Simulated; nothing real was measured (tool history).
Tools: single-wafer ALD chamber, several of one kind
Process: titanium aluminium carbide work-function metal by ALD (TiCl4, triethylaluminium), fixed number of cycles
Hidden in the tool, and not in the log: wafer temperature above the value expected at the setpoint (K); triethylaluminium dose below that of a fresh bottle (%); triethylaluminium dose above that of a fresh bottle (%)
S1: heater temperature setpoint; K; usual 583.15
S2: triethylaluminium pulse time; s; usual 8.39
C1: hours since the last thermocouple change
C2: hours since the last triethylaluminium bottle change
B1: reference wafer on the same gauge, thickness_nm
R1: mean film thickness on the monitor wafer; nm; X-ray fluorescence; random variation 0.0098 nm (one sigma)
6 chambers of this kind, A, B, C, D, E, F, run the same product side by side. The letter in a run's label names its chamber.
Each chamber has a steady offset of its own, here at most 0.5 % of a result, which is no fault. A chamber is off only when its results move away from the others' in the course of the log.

| run | day | S1 | S2 | C1 | C2 | B1 | R1 |
|---|---|---|---|---|---|---|---|
| 1D | 0.312 | 583.15 | 8.39 | 512.6 | 857.9 | 1.92 | 2.0214 |
| 2B | 0.529 | 583.15 | 8.39 | 1874.6 | 159.9 | 1.9211 | 2.0206 |
| 3F | 0.896 | 583.15 | 8.39 | 1428.9 | 305.6 | 1.9176 | 2.0355 |
| 4C | 1.171 | 583.15 | 8.39 | 710.4 | 376.6 | 1.9191 | 2.0381 |
| 5E | 1.371 | 583.15 | 8.39 | 46.3 | 211.9 | 1.9174 | 2.0461 |
| 6A | 1.75 | 583.15 | 8.39 | 441.4 | 2006.8 | 1.9208 | 2.0517 |
| 7C | 1.971 | 569.15 | 8.39 | 729.6 | 395.8 | 1.9221 | 1.9124 |
| 8D | 2.396 | 569.15 | 8.39 | 562.6 | 907.9 | 1.92 | 1.9143 |
|  | 2.608 | chamber A: triethylaluminium bottle replaced |
| 9B | 2.629 | 569.15 | 8.39 | 1925 | 210.3 | 1.9202 | 1.8968 |
| 10A | 2.867 | 569.15 | 8.39 | 468.2 | 6.3 | 1.9212 | 1.9393 |
| 11F | 3.288 | 569.15 | 8.39 | 1486.3 | 363 | 1.9189 | 1.9221 |
| 12E | 3.492 | 569.15 | 8.39 | 97.2 | 262.8 | 1.92 | 1.9251 |
| 13A | 3.929 | 583.15 | 8.39 | 493.7 | 31.8 | 1.9173 | 2.047 |
| 14C | 4.262 | 583.15 | 8.39 | 784.6 | 450.8 | 1.9218 | 2.0426 |
| 15B | 4.7 | 583.15 | 6.45 | 1974.7 | 260 | 1.9204 | 1.8924 |
| 16F | 4.95 | 583.15 | 6.45 | 1526.2 | 402.9 | 1.9199 | 1.9139 |
| 17D | 5.217 | 583.15 | 6.45 | 630.3 | 975.6 | 1.921 | 1.9177 |
| 18E | 5.442 | 583.15 | 6.45 | 144 | 309.6 | 1.9186 | 1.9222 |
| 19C | 5.758 | 583.15 | 6.45 | 820.5 | 486.7 | 1.9203 | 1.9216 |
| 20D | 6.162 | 583.15 | 6.45 | 653 | 998.3 | 1.918 | 1.9295 |
|  | 6.221 | chamber D: triethylaluminium bottle replaced |
| 21E | 6.412 | 583.15 | 8.39 | 167.3 | 332.9 | 1.9202 | 2.0574 |
| 22B | 6.796 | 583.15 | 8.39 | 2025 | 310.3 | 1.92 | 2.0235 |
| 23F | 7.188 | 583.15 | 8.39 | 1579.9 | 456.6 | 1.9226 | 2.0312 |
| 24A | 7.475 | 583.15 | 8.39 | 578.8 | 116.9 | 1.9221 | 2.0301 |
| 25A | 7.767 | 583.15 | 8.39 | 585.8 | 123.9 | 1.9208 | 2.054 |
| 26B | 8.021 | 583.15 | 8.39 | 2054.4 | 339.7 | 1.919 | 2.0326 |
| 27C | 8.442 | 583.15 | 8.39 | 884.9 | 551.1 | 1.9195 | 2.0411 |
| 28E | 8.888 | 583.15 | 8.39 | 226.7 | 392.3 | 1.9204 | 2.0408 |
| 29F | 9.158 | 583.15 | 8.39 | 1627.2 | 503.9 | 1.9208 | 2.0052 |
| 30D | 9.571 | 583.15 | 8.39 | 734.8 | 80.5 | 1.9197 | 2.0088 |
| 31C | 9.796 | 583.15 | 8.39 | 917.4 | 583.6 | 1.9207 | 2.0477 |
| 32A | 9.992 | 583.15 | 8.39 | 639.2 | 177.3 | 1.9205 | 2.0464 |
| 33B | 10.442 | 583.15 | 8.39 | 2112.5 | 397.8 | 1.9208 | 2.0316 |
| 34F | 10.671 | 583.15 | 8.39 | 1663.5 | 540.2 | 1.9228 | 1.9874 |
| 35E | 10.879 | 583.15 | 8.39 | 274.5 | 440.1 | 1.9212 | 2.0251 |
| 36D | 11.158 | 583.15 | 8.39 | 772.9 | 118.6 | 1.9201 | 2.0415 |
| 37A | 11.429 | 583.15 | 8.39 | 673.7 | 211.8 | 1.9195 | 2.0286 |
| 38E | 11.75 | 583.15 | 8.39 | 295.4 | 461 | 1.9226 | 2.0305 |
| 39F | 12.062 | 583.15 | 8.39 | 1696.9 | 573.6 | 1.919 | 1.9776 |

What goes on in this fleet: one chamber off, a drifting gauge, or nothing beyond the chambers' own small offsets? Name the chamber and the cause, if any.

Chamber F drifts away from the others.
Cause: triethylaluminium dose below that of a fresh bottle (%) = 15.3.

Here are 4 candidates for chamber F's next run, each the usual settings with a change, their results left as question marks. Which one brings its results back in line with what the others give on the usual settings?
In line means no further than this from the other chambers' mean on the usual settings: R1 0.034 nm
| 40F-1 | 12.392 | 588.15 | 10.16 |  |  |  | ? |
| 40F-2 | 12.392 | 576.15 | 8.39 |  |  |  | ? |
| 40F-3 | 12.392 | 585.15 | 9.14 |  |  |  | ? |
| 40F-4 | 12.392 | 583.15 | 6.6 |  |  |  | ? |

The other chambers' mean on the usual settings: R1 2.0361 nm
| run | R1 |
|---|---|
| 40F-1 | 2.0906 |
| 40F-2 | 1.9169 |
| 40F-3 | 2.0267 |
| 40F-4 | 1.8478 |
40F-3 brings the chamber back in line.
